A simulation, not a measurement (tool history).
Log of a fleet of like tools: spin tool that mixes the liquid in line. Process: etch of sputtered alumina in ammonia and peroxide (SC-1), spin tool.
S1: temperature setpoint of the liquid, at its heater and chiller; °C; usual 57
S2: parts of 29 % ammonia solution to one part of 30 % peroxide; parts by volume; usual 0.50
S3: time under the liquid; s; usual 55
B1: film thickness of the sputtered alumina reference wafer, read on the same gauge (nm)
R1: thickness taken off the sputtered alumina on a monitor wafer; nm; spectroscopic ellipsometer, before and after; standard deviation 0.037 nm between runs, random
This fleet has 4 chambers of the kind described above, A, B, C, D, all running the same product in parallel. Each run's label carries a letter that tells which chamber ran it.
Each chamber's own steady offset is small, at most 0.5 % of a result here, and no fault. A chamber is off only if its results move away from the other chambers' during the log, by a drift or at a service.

run 1B hour=9.3 | S1=57 S2=0.50 S3=55 | B1=120.00 | R1=4.5354
run 2C hour=18.0 | S1=57 S2=0.50 S3=55 | B1=119.94 | R1=4.7225
run 3A hour=28.6 | S1=57 S2=0.50 S3=55 | B1=120.01 | R1=4.5887
run 4D hour=43.4 | S1=57 S2=0.50 S3=55 | B1=120.00 | R1=4.6208
run 5A hour=51.4 | S1=57 S2=0.50 S3=55 | B1=120.01 | R1=4.6474
run 6B hour=65.3 | S1=57 S2=0.50 S3=55 | B1=119.99 | R1=4.6561
-- hour=74.5 chamber D: new drum of ammonia solution connected
run 7C hour=80.6 | S1=57 S2=0.50 S3=55 | B1=120.01 | R1=4.7065
run 8D hour=92.5 | S1=57 S2=0.60 S3=55 | B1=120.01 | R1=4.7163
run 9B hour=108.0 | S1=57 S2=0.60 S3=55 | B1=120.00 | R1=4.6900
run 10A hour=115.6 | S1=57 S2=0.60 S3=55 | B1=120.00 | R1=4.6996
run 11C hour=123.3 | S1=57 S2=0.60 S3=55 | B1=120.00 | R1=4.7746
-- hour=127.7 chamber A: new drum of ammonia solution connected
run 12D hour=132.8 | S1=57 S2=0.50 S3=55 | B1=120.00 | R1=4.6369
run 13C hour=145.9 | S1=57 S2=0.50 S3=55 | B1=119.95 | R1=4.6872
run 14D hour=156.9 | S1=65 S2=0.65 S3=55 | B1=120.04 | R1=7.1235
run 15A hour=165.5 | S1=65 S2=0.65 S3=55 | B1=120.04 | R1=7.0123
run 16B hour=174.3 | S1=65 S2=0.65 S3=55 | B1=120.04 | R1=7.2316
run 17C hour=182.2 | S1=65 S2=0.65 S3=55 | B1=120.03 | R1=7.0885
run 18B hour=197.8 | S1=57 S2=0.50 S3=55 | B1=120.00 | R1=4.6428
run 19A hour=204.9 | S1=57 S2=0.50 S3=20 | B1=120.02 | R1=1.6693
run 20D hour=214.9 | S1=57 S2=0.50 S3=20 | B1=120.01 | R1=1.7305
-- hour=223.3 chamber C: thermometer replaced
run 21D hour=226.6 | S1=57 S2=0.50 S3=20 | B1=119.99 | R1=1.7290
run 22C hour=236.0 | S1=57 S2=0.50 S3=20 | B1=119.97 | R1=1.6858
run 23B hour=248.3 | S1=57 S2=0.50 S3=55 | B1=120.00 | R1=4.6926
run 24A hour=259.2 | S1=57 S2=0.50 S3=55 | B1=120.02 | R1=4.6312
run 25A hour=267.7 | S1=57 S2=0.50 S3=55 | B1=120.01 | R1=4.5872
run 26B hour=275.9 | S1=57 S2=0.50 S3=55 | B1=120.01 | R1=4.5864
run 27D hour=285.0 | S1=57 S2=0.50 S3=55 | B1=119.98 | R1=4.8735
run 28C hour=298.2 | S1=57 S2=0.50 S3=55 | B1=120.01 | R1=4.6317
run 29C hour=310.5 | S1=57 S2=0.50 S3=55 | B1=119.99 | R1=4.6370
run 30D hour=319.4 | S1=57 S2=0.50 S3=55 | B1=120.00 | R1=4.9820
run 31B hour=330.5 | S1=57 S2=0.50 S3=55 | B1=120.00 | R1=4.6308
-- hour=338.3 chamber B: ammonia flow meter replaced
run 32A hour=343.4 | S1=57 S2=0.50 S3=55 | B1=120.00 | R1=4.6337
run 33B hour=351.3 | S1=57 S2=0.50 S3=55 | B1=120.02 | R1=4.6755
run 34A hour=359.7 | S1=57 S2=0.50 S3=55 | B1=120.00 | R1=4.5720
run 35D hour=374.9 | S1=52 S2=0.70 S3=55 | B1=120.04 | R1=4.0377

Decide between three cases: one chamber stands off from its peers, the gauge reading all wafers drifts, or nothing is wrong past each chamber's small offset. Where a chamber is off, say which and what most likely put it there.

It is chamber D that slowly wanders off from its peers.
What lies behind it: liquid hotter than its thermometer reads (K) = 1.99.

Here are 4 candidates for chamber D's next run, each the usual settings with a change, their results left as question marks. Which one brings its results back in line with what the others give on the usual settings?
In line here means within this much of the mean the other chambers give on the usual settings: R1 0.1300 nm
run 36D-1 hour=386.2 | S1=59 S2=0.50 S3=55 | R1=?
run 36D-2 hour=386.2 | S1=57 S2=0.30 S3=55 | R1=?
run 36D-3 hour=386.2 | S1=57 S2=0.50 S3=50 | R1=?
run 36D-4 hour=386.2 | S1=58 S2=0.50 S3=55 | R1=?

Other chambers, usual settings, mean: R1 4.6306 nm
run=36D-1 R1=5.6641
run=36D-2 R1=4.8739
run=36D-3 R1=4.6537
run=36D-4 R1=5.3870
Change 36D-3 lands the chamber within the allowed miss of the other chambers.

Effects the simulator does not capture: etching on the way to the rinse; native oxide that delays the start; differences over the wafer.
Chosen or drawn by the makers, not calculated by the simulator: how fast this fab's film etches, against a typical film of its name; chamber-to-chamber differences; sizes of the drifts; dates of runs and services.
